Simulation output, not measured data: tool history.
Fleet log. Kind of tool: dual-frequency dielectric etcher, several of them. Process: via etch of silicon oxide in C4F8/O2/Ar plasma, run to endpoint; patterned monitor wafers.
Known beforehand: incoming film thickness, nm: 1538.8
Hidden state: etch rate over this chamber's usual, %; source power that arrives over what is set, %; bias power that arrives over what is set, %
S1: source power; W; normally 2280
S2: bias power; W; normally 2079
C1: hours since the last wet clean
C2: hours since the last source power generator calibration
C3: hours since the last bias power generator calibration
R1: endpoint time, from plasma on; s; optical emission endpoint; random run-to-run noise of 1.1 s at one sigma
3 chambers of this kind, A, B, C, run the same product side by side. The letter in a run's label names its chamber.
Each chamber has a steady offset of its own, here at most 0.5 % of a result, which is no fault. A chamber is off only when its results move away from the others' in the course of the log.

run,day,S1,S2,C1,C2,C3,R1
1A,0.233,2280,2079,355.8,2975.4,540.4,285.96
# day 0.396: chamber C: wet clean of the chamber
2B,0.496,2280,2079,61.8,1809.4,1464.0,285.46
3C,0.750,2280,2079,8.6,1854.0,566.5,286.50
4B,0.971,2280,2079,73.2,1820.8,1475.4,286.04
5C,1.192,2280,2079,19.2,1864.6,577.1,285.20
6A,1.496,2280,2079,386.1,3005.7,570.7,285.05
# day 1.700: chamber B: source power generator calibrated
7A,1.808,2280,2079,393.6,3013.2,578.2,284.12
8B,2.283,2280,2079,104.7,14.1,1506.9,286.29
9C,2.542,2280,2079,51.6,1897.0,609.5,284.82
10B,2.792,2280,2079,116.9,26.3,1519.1,286.45
11A,3.046,2280,2079,423.3,3042.9,607.9,283.53
12C,3.533,2280,2425,75.4,1920.8,633.3,273.98
13B,3.762,2280,2425,140.2,49.6,1542.4,274.15
14A,4.100,2280,2425,448.6,3068.2,633.2,269.02
15C,4.475,2280,2079,98.0,1943.4,655.9,285.80
16C,4.850,2510,1690,107.0,1952.4,664.9,289.94
17B,5.075,2510,1690,171.7,81.1,1573.9,292.02
18A,5.550,2510,1690,483.4,3103.0,668.0,282.15
19B,5.983,2280,2079,193.5,102.9,1595.7,283.57
20C,6.321,2280,2079,142.3,1987.7,700.2,283.07
21A,6.608,2280,2079,508.8,3128.4,693.4,274.78
22C,6.996,2280,2079,158.5,2003.9,716.4,284.86
23A,7.446,2280,2079,528.9,3148.5,713.5,269.88
24B,7.675,2020,2079,234.1,143.5,1636.3,298.95

For the next run the whole fleet of 3 chambers uses the same settings. Give each chamber's results:
25A,8.029,2280,2079,,,,?
25B,8.029,2280,2079,,,,?
25C,8.029,2280,2079,,,,?

run,R1
25A,270.30
25B,287.07
25C,284.16

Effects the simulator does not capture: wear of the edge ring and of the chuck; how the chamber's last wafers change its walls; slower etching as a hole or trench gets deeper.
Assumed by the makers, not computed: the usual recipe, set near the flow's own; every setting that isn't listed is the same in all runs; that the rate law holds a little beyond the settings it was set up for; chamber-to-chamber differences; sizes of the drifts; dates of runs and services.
